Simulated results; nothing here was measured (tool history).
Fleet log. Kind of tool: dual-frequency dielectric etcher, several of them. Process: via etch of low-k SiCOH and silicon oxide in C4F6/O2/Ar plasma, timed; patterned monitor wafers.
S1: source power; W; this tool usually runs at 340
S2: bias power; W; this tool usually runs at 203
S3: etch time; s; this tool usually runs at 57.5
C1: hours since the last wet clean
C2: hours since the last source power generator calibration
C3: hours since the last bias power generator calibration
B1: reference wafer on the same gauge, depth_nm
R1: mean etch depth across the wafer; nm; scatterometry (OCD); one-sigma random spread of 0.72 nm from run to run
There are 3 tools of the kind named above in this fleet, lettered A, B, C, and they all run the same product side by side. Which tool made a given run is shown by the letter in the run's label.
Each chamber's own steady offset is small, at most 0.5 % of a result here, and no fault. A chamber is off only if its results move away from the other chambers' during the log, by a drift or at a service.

run	day	S1	S2	S3	C1	C2	C3	B1	R1
1C	0.225	340	203	57.5	174.3	2344.7	213.0	153.11	157.42
2A	0.446	340	203	57.5	177.5	1013.0	501.1	153.10	157.75
3B	0.671	340	203	57.5	286.1	609.1	490.6	153.07	157.03
4B	1.046	340	203	57.5	295.1	618.1	499.6	152.88	157.01
5C	1.350	340	203	57.5	201.3	2371.7	240.0	153.10	157.49
6A	1.729	340	203	57.5	208.3	1043.8	531.9	152.84	156.03
7C	1.946	340	203	57.5	215.6	2386.0	254.3	152.92	156.64
8A	2.279	340	203	57.5	221.5	1057.0	545.1	153.18	156.13
9B	2.646	340	203	57.5	333.5	656.5	538.0	153.09	157.11
10A	2.962	340	203	57.5	237.9	1073.4	561.5	153.20	156.81
11B	3.171	340	203	57.5	346.1	669.1	550.6	153.25	157.50
# day 3.383: chamber B: wet clean of the chamber
12C	3.504	340	165	47.0	253.0	2423.4	291.7	152.96	120.04
13C	3.842	340	165	47.0	261.1	2431.5	299.8	152.82	120.49
14A	4.146	340	165	47.0	266.3	1101.8	589.9	153.05	119.04
15B	4.375	340	203	57.5	23.9	698.0	579.5	152.97	156.63
16C	4.583	340	156	45.0	278.9	2449.3	317.6	152.97	114.16
17B	4.854	340	156	45.0	35.4	709.5	591.0	153.08	112.71
18A	5.221	340	156	45.0	292.1	1127.6	615.7	153.00	112.01
19B	5.400	340	203	57.5	48.5	722.6	604.1	153.02	156.83
# day 5.662: chamber C: source power generator calibrated
20C	5.788	340	203	57.5	307.8	3.1	346.5	152.99	156.32
21A	5.958	340	203	57.5	309.8	1145.3	633.4	152.97	156.94
22B	6.212	340	203	57.5	68.0	742.1	623.6	153.10	157.24
23A	6.488	340	203	57.5	322.5	1158.0	646.1	152.97	156.64
24C	6.771	340	230	65.0	331.4	26.7	370.1	152.92	184.83
25C	7.112	340	230	65.0	339.6	34.9	378.3	153.04	184.25
26A	7.496	340	230	65.0	346.7	1182.2	670.3	152.81	183.68

Which is it: a chamber that has drifted or been left off by a service, a gauge drift common to all chambers, or only each chamber's usual small offset? If a chamber is off, name it and its likeliest cause.

Beyond each chamber's small constant offset nothing stands out, and the gauge stays steady.
